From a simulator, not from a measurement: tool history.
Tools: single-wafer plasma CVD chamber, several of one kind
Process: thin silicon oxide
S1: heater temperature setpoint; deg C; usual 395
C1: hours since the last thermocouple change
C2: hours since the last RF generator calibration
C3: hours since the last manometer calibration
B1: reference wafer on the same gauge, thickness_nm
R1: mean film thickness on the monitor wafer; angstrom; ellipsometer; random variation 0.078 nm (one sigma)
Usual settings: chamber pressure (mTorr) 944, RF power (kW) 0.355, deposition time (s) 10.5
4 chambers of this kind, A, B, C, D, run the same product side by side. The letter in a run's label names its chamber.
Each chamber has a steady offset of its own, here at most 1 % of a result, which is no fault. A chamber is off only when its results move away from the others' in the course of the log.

Run 1B, hour 14.9: usual settings; C1 1543.8; C2 1198.1; C3 90.4; B1 25.099. Result: R1 239.9 angstrom.
Run 2C, hour 24.4: usual settings; C1 1809.1; C2 1531.2; C3 768.1; B1 25.084. Result: R1 237.73 angstrom.
Run 3D, hour 38.6: usual settings; C1 1425.5; C2 2506.6; C3 2697; B1 25.108. Result: R1 236.3 angstrom.
Run 4A, hour 49.7: usual settings; C1 929.5; C2 94.8; C3 215.5; B1 25.112. Result: R1 237.71 angstrom.
At hour 56.9: chamber D: RF generator calibrated.
Run 5C, hour 64.1: usual settings; C1 1848.8; C2 1570.9; C3 807.8; B1 25.105. Result: R1 237.46 angstrom.
Run 6A, hour 78.6: usual settings but RF power (kW) 0.39, deposition time (s) 12.2; C1 958.4; C2 123.7; C3 244.4; B1 25.083. Result: R1 285.16 angstrom.
Run 7B, hour 91.3: usual settings but RF power (kW) 0.39, deposition time (s) 12.2; C1 1620.2; C2 1274.5; C3 166.8; B1 25.102. Result: R1 286.54 angstrom.
Run 8D, hour 104.9: usual settings but RF power (kW) 0.39, deposition time (s) 12.2; C1 1491.8; C2 48.1; C3 2763.3; B1 25.098. Result: R1 283.97 angstrom.
Run 9A, hour 117.1: usual settings but RF power (kW) 0.39, deposition time (s) 12.2; C1 996.9; C2 162.2; C3 282.9; B1 25.084. Result: R1 285.38 angstrom.
At hour 120.7: chamber D: capacitance manometer re-zeroed and calibrated.
Run 10D, hour 127.4: usual settings but chamber pressure (mTorr) 861, deposition time (s) 9; C1 1514.3; C2 70.6; C3 6.7; B1 25.116. Result: R1 195.76 angstrom.
Run 11B, hour 136.7: usual settings but chamber pressure (mTorr) 861, deposition time (s) 9; C1 1665.6; C2 1319.9; C3 212.2; B1 25.089. Result: R1 189.78 angstrom.
Run 12C, hour 145.7: usual settings but chamber pressure (mTorr) 861, deposition time (s) 9; C1 1930.4; C2 1652.5; C3 889.4; B1 25.108. Result: R1 188.58 angstrom.
Run 13A, hour 153.8: usual settings but chamber pressure (mTorr) 861, deposition time (s) 9; C1 1033.6; C2 198.9; C3 319.6; B1 25.093. Result: R1 188.24 angstrom.
Run 14C, hour 167.5: usual settings but RF power (kW) 0.4; C1 1952.2; C2 1674.3; C3 911.2; B1 25.101. Result: R1 247.82 angstrom.
Run 15B, hour 177.8: usual settings but RF power (kW) 0.4; C1 1706.7; C2 1361; C3 253.3; B1 25.11. Result: R1 249.94 angstrom.
Run 16D, hour 192: usual settings but RF power (kW) 0.4; C1 1578.9; C2 135.2; C3 71.3; B1 25.087. Result: R1 258.47 angstrom.
Run 17A, hour 203.8: usual settings but RF power (kW) 0.4; C1 1083.6; C2 248.9; C3 369.6; B1 25.089. Result: R1 248.15 angstrom.
Run 18B, hour 212.1: usual settings; C1 1741; C2 1395.3; C3 287.6; B1 25.091. Result: R1 239.28 angstrom.
Run 19D, hour 220.5: usual settings; C1 1607.4; C2 163.7; C3 99.8; B1 25.12. Result: R1 245.91 angstrom.
Run 20C, hour 232.7: usual settings; C1 2017.4; C2 1739.5; C3 976.4; B1 25.123. Result: R1 239.32 angstrom.
Run 21D, hour 240.6: usual settings; C1 1627.5; C2 183.8; C3 119.9; B1 25.097. Result: R1 245.39 angstrom.
Run 22A, hour 252.2: usual settings; C1 1132; C2 297.3; C3 418; B1 25.114. Result: R1 236.66 angstrom.
Run 23B, hour 264.7: usual settings; C1 1793.6; C2 1447.9; C3 340.2; B1 25.079. Result: R1 240.18 angstrom.
Run 24C, hour 272.9: usual settings but deposition time (s) 9; C1 2057.6; C2 1779.7; C3 1016.6; B1 25.113. Result: R1 203.47 angstrom.

All 4 chambers run these settings next. Forecast each chamber's results:
Run 25A, hour 284: usual settings. Result: R1 ?.
Run 25B, hour 284: usual settings. Result: R1 ?.
Run 25C, hour 284: usual settings. Result: R1 ?.
Run 25D, hour 284: usual settings. Result: R1 ?.

run      R1
25A  238.81
25B  239.06
25C   239.5
25D  245.52

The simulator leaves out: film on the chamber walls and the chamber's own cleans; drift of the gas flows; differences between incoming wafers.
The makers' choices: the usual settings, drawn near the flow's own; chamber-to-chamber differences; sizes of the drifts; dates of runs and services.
